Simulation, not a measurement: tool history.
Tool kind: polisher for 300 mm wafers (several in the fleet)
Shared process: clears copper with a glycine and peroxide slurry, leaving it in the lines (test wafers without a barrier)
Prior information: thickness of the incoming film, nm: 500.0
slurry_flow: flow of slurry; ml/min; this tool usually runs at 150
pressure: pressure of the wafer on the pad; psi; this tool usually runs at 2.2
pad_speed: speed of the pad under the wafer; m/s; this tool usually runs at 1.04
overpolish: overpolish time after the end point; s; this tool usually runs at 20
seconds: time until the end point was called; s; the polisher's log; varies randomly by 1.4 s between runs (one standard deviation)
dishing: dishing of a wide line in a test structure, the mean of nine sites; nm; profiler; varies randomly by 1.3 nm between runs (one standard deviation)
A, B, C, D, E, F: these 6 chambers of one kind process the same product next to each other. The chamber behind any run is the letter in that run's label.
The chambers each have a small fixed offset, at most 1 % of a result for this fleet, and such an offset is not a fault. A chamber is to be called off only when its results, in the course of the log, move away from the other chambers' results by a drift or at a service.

run	hour	slurry_flow	pressure	pad_speed	overpolish	wafers polished on this pad	hours since the slurry nozzle was cleaned	hours since the head pressure was calibrated	seconds	dishing
# hour 4.3: chamber C: worn pad replaced by a new one
1A	15	150	2.2	1.04	20	565	92.5	584.3	88.949	68.348
# hour 23.4: chamber F: worn pad replaced by a new one
# hour 27.4: chamber F: slurry nozzle cleaned
2F	28.1	150	2.2	1.04	20	31	0.7	686.4	86.355	66.871
# hour 35.8: chamber D: worn pad replaced by a new one
3D	38.2	150	2.2	1.04	20	16	117.1	662.3	88.582	66.232
4B	46.1	150	2.2	1.04	20	480	109.7	840	88.669	70.261
5E	54.6	150	2.2	1.04	20	940	622.9	984	87.168	69.412
6C	67	150	2.2	1.04	20	412	201.9	82.9	87.407	66.911
# hour 72.3: chamber F: head pressure recalibrated
# hour 75.1: chamber E: worn pad replaced by a new one
7E	80.6	150	2.2	1.04	20	36	648.9	1010	86.103	69.596
8A	90.2	150	2.2	1.04	20	1060	167.7	659.5	88.032	68.85
9B	105.4	150	2.2	1.04	20	870	169	899.3	90.988	70.837
10C	116.6	150	2.2	1.04	20	739	251.5	132.5	90.871	69.833
11F	123.6	150	2.2	1.04	20	659	96.2	51.4	88.699	67.436
# hour 131.6: chamber D: worn pad replaced by a new one
12D	138.2	150	2.2	1.04	20	44	217.1	762.3	88.352	66.777
# hour 139.3: chamber B: worn pad replaced by a new one
13B	147.1	150	2.2	1.16	12	51	210.7	941	80.878	48.585
14E	157	150	2.2	1.16	12	539	725.3	1086.4	80.642	49.136
15C	165.6	150	2.2	1.16	12	1061	300.5	181.5	79.709	49.584
16D	173.9	150	2.2	1.16	12	278	252.8	798	81.288	46.847
# hour 184.4: chamber C: slurry nozzle cleaned
17F	188.2	150	2.2	1.16	12	1084	160.8	116	80.671	50.013
# hour 197.1: chamber F: worn pad replaced by a new one
18A	198	150	2.2	1.16	12	1770	275.5	767.3	83.041	47.761
# hour 208.2: chamber E: slurry nozzle cleaned
19D	210.7	150	2.2	1.04	20	521	289.6	834.8	89.633	67.449
# hour 217.9: chamber E: head pressure recalibrated
# hour 219.8: chamber E: worn pad replaced by a new one
20E	221.7	150	2.2	1.04	20	12	13.5	3.8	87.421	70.491
# hour 226.3: chamber C: worn pad replaced by a new one
21F	231.6	150	2.2	1.04	20	227	204.2	159.4	88.062	68.631
# hour 232.6: chamber D: worn pad replaced by a new one
22B	242.8	150	2.2	1.04	20	681	306.4	1036.7	88.843	70.674
23A	252.8	150	2.2	1.04	20	2130	330.3	822.1	90.049	66.653
24C	260.2	150	2.2	1.04	20	223	75.8	276.1	86.703	68.214
25A	269.3	150	2.2	1.04	20	2239	346.8	838.6	89.182	68.597
# hour 271.8: chamber B: worn pad replaced by a new one
26D	277.2	150	2.2	1.04	20	293	356.1	901.3	90.141	66.59
27E	286.7	150	2.2	1.04	20	440	78.5	68.8	88.028	69.337
28C	294.7	150	2.2	1.04	20	450	110.3	310.6	90.879	66.587
29B	306.5	150	2.2	1.04	20	228	370.1	1100.4	90.019	69.704
# hour 313.3: chamber D: worn pad replaced by a new one
30F	314.4	185	2.2	0.88	20	772	287	242.2	96.05	63.401
31F	322.6	185	2.2	0.88	20	826	295.2	250.4	96.78	64.783
32B	337.3	185	2.2	0.88	20	431	400.9	1131.2	96.46	65.721
# hour 345.6: chamber C: head pressure recalibrated
33A	347.1	185	2.2	0.88	20	2751	424.6	916.4	104.31	61.487
34C	358.5	185	2.2	0.88	20	870	174.1	13	95.87	64.477
# hour 366: chamber F: worn pad replaced by a new one
# hour 369.6: chamber E: worn pad replaced by a new one
35E	374	185	2.2	0.88	20	29	165.8	156.1	95.77	63.961
36D	386.1	150	2.2	1.04	20	479	465	1010.2	86.698	69.434
# hour 394.4: chamber D: worn pad replaced by a new one
37E	396.8	150	2.2	1.04	20	179	188.6	178.9	87.87	72.664
# hour 401.7: chamber B: slurry nozzle cleaned
38B	408.5	150	2.2	1.04	20	900	6.8	1202.4	89.008	70.021
39A	418.9	150	2.2	1.04	20	3223	496.4	988.2	93.592	63.633
# hour 427.8: chamber C: worn pad replaced by a new one
40C	431.8	150	2.2	1.04	20	26	247.4	86.3	88.796	69.802
41F	438.7	150	1.9	1.28	20	478	411.3	366.5	81.975	71.591
42D	452.4	150	1.9	1.28	20	382	531.3	1076.5	84.654	68.979

Has any chamber moved away from the others, gradually or after a service, or does the common gauge drift, or do the chambers differ only by their own small steady offsets? State the chamber and the most likely cause if one applies.

Little by little, chamber A moves away from the other chambers.
What lies behind it: removal rate lost through wear of the pad, % = 9.38.
With only this log, it may be confused with: slurry flow missing at the pad, %; head's pressure below its setpoint, %.

Chamber A could run next with any of the 4 candidate recipes listed below; each alters the usual settings, and their results appear as question marks. Which one brings its results back in line with what the other chambers deliver on the usual settings?
Maximum distance from the other chambers' mean on the usual settings for a result to count as in line: seconds 4.8 s; dishing 4.7 nm
43A-1	463.6	150	2.1	0.98	20				?	?
43A-2	463.6	155	2.5	1.16	20				?	?
43A-3	463.6	145	1.9	0.92	20				?	?
43A-4	463.6	150	2.3	1.1	20				?	?

Other chambers, usual settings, mean: seconds 88.212 s; dishing 68.952 nm
run	seconds	dishing
43A-1	104.72	59.26
43A-2	79.017	73.192
43A-3	119.34	53.404
43A-4	88.904	67.04
Change 43A-4 lands the chamber within the allowed miss of the other chambers.

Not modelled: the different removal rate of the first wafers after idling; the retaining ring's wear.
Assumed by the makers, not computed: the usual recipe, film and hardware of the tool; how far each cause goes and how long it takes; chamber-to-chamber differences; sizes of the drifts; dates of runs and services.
